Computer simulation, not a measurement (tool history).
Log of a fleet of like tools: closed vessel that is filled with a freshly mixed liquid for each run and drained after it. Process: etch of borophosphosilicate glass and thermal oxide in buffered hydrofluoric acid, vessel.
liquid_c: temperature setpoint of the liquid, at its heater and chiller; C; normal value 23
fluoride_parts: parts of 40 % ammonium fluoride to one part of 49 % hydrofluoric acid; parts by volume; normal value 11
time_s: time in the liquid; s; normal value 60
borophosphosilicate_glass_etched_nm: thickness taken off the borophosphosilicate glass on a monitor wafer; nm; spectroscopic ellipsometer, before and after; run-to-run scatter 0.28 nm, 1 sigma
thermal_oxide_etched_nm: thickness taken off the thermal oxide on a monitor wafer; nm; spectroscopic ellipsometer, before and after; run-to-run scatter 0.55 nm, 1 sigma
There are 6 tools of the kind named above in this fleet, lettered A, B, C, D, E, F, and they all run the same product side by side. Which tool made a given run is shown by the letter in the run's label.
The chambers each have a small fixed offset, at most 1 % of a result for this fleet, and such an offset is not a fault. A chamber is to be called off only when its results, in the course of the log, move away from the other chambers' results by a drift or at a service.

run	day	liquid_c	fluoride_parts	time_s	hours since the thermometer was replaced	hours since the hydrofluoric acid flow meter was replaced	read-back film thickness of the borophosphosilicate glass reference wafer, read on the same gauge (nm)	read-back film thickness of the thermal oxide reference wafer, read on the same gauge (nm)	borophosphosilicate_glass_etched_nm	thermal_oxide_etched_nm
1E	0.138	23	11	60	198.8	2012.6	130	39.992	63.901	60.411
2F	0.275	23	11	60	1043.3	65	129.99	40.018	63.981	59.692
3C	0.475	23	11	60	1046.2	375.8	130.01	40.012	63.653	58.916
4A	0.638	23	11	60	254.5	643.6	130.01	39.991	64.278	60.136
5D	0.846	23	11	60	175.5	357.9	130.02	39.984	64.535	59.974
6B	1.079	23	11	60	581	224.4	130	40	64.138	60.168
7C	1.258	23	11	60	1065	394.6	129.99	40.002	63.807	59.944
8D	1.433	23	11	60	189.6	372	129.99	40.009	64.697	58.967
9E	1.596	23	11	60	233.8	2047.6	130.02	39.995	64.506	60.332
10B	1.783	23	11	60	597.9	241.3	129.99	40.011	64.184	58.859
11F	1.967	23	11	60	1083.9	105.6	130.01	40.003	64.386	59.64
12A	2.079	23	11	75	289.1	678.2	130	39.989	81.049	74.277
13C	2.262	23	11	75	1089.1	418.7	130	39.992	79.44	74.863
14B	2.379	23	11	75	612.2	255.6	130	39.987	80.116	72.836
15D	2.608	23	11	75	217.8	400.2	129.99	39.987	79.993	74.384
16F	2.817	23	11	75	1104.3	126	129.99	40.001	79.936	75.154
17A	3.025	23	11	75	311.8	700.9	130	39.983	80.722	74.898
18E	3.217	26	11	90	272.7	2086.5	130.02	39.995	113.65	104.75
19B	3.329	26	11	90	635	278.4	129.99	40.015	111.86	104.29
20F	3.492	26	11	90	1120.5	142.2	130	40.01	112.98	104.06
# day 3.579: chamber D: hydrofluoric acid flow meter replaced
21E	3.721	26	11	90	284.8	2098.6	130.02	39.971	113.94	104.77
22D	3.917	26	11	90	249.2	8.2	130.01	39.977	112.54	105.16
23C	4.033	26	11	90	1131.6	461.2	130	39.99	112.13	106.25
24A	4.221	21	11	80	340.5	729.6	130.02	40.007	77.029	71.469
25D	4.442	21	11	80	261.8	20.8	130.01	40.026	76.897	70.929
26A	4.696	21	11	80	351.9	741	129.99	39.98	76.762	70.81
27E	4.833	21	11	80	311.5	2125.3	130.01	40.013	76.756	70.621
28B	4.971	21	11	80	674.4	317.8	130.01	40.01	73.997	68.477
29C	5.192	21	11	80	1159.4	489	129.99	40.02	76.728	70.469
30F	5.371	23	11	60	1165.6	187.3	129.99	39.995	64.127	59.459
31D	5.6	23	11	60	289.6	48.6	129.99	40.012	64.493	59.905
32F	5.779	23	11	60	1175.4	197.1	129.99	39.984	63.906	59.734
33C	5.975	20.5	7.5	60	1178.2	507.8	129.99	39.997	79.303	74.742
34A	6.171	20.5	7.5	60	387.3	776.4	130.01	39.994	80.222	73.249
35B	6.325	20.5	7.5	60	706.9	350.3	130.01	39.994	77.921	70.608
36E	6.458	20.5	7.5	60	350.5	2164.3	129.99	40.011	81.614	75.121
37C	6.658	20.5	7.5	60	1194.6	524.2	130	39.98	79.001	73.545

Next, all 6 chambers run the settings below, one line each with question marks for the results. What does each chamber give?
38A	6.842	23	8	60					?	?
38B	6.842	23	8	60					?	?
38C	6.842	23	8	60					?	?
38D	6.842	23	8	60					?	?
38E	6.842	23	8	60					?	?
38F	6.842	23	8	60					?	?

run	borophosphosilicate_glass_etched_nm	thermal_oxide_etched_nm
38A	86.44	80.115
38B	82.597	75.637
38C	84.732	79.667
38D	85.595	78.872
38E	87.025	79.411
38F	85.215	79.092

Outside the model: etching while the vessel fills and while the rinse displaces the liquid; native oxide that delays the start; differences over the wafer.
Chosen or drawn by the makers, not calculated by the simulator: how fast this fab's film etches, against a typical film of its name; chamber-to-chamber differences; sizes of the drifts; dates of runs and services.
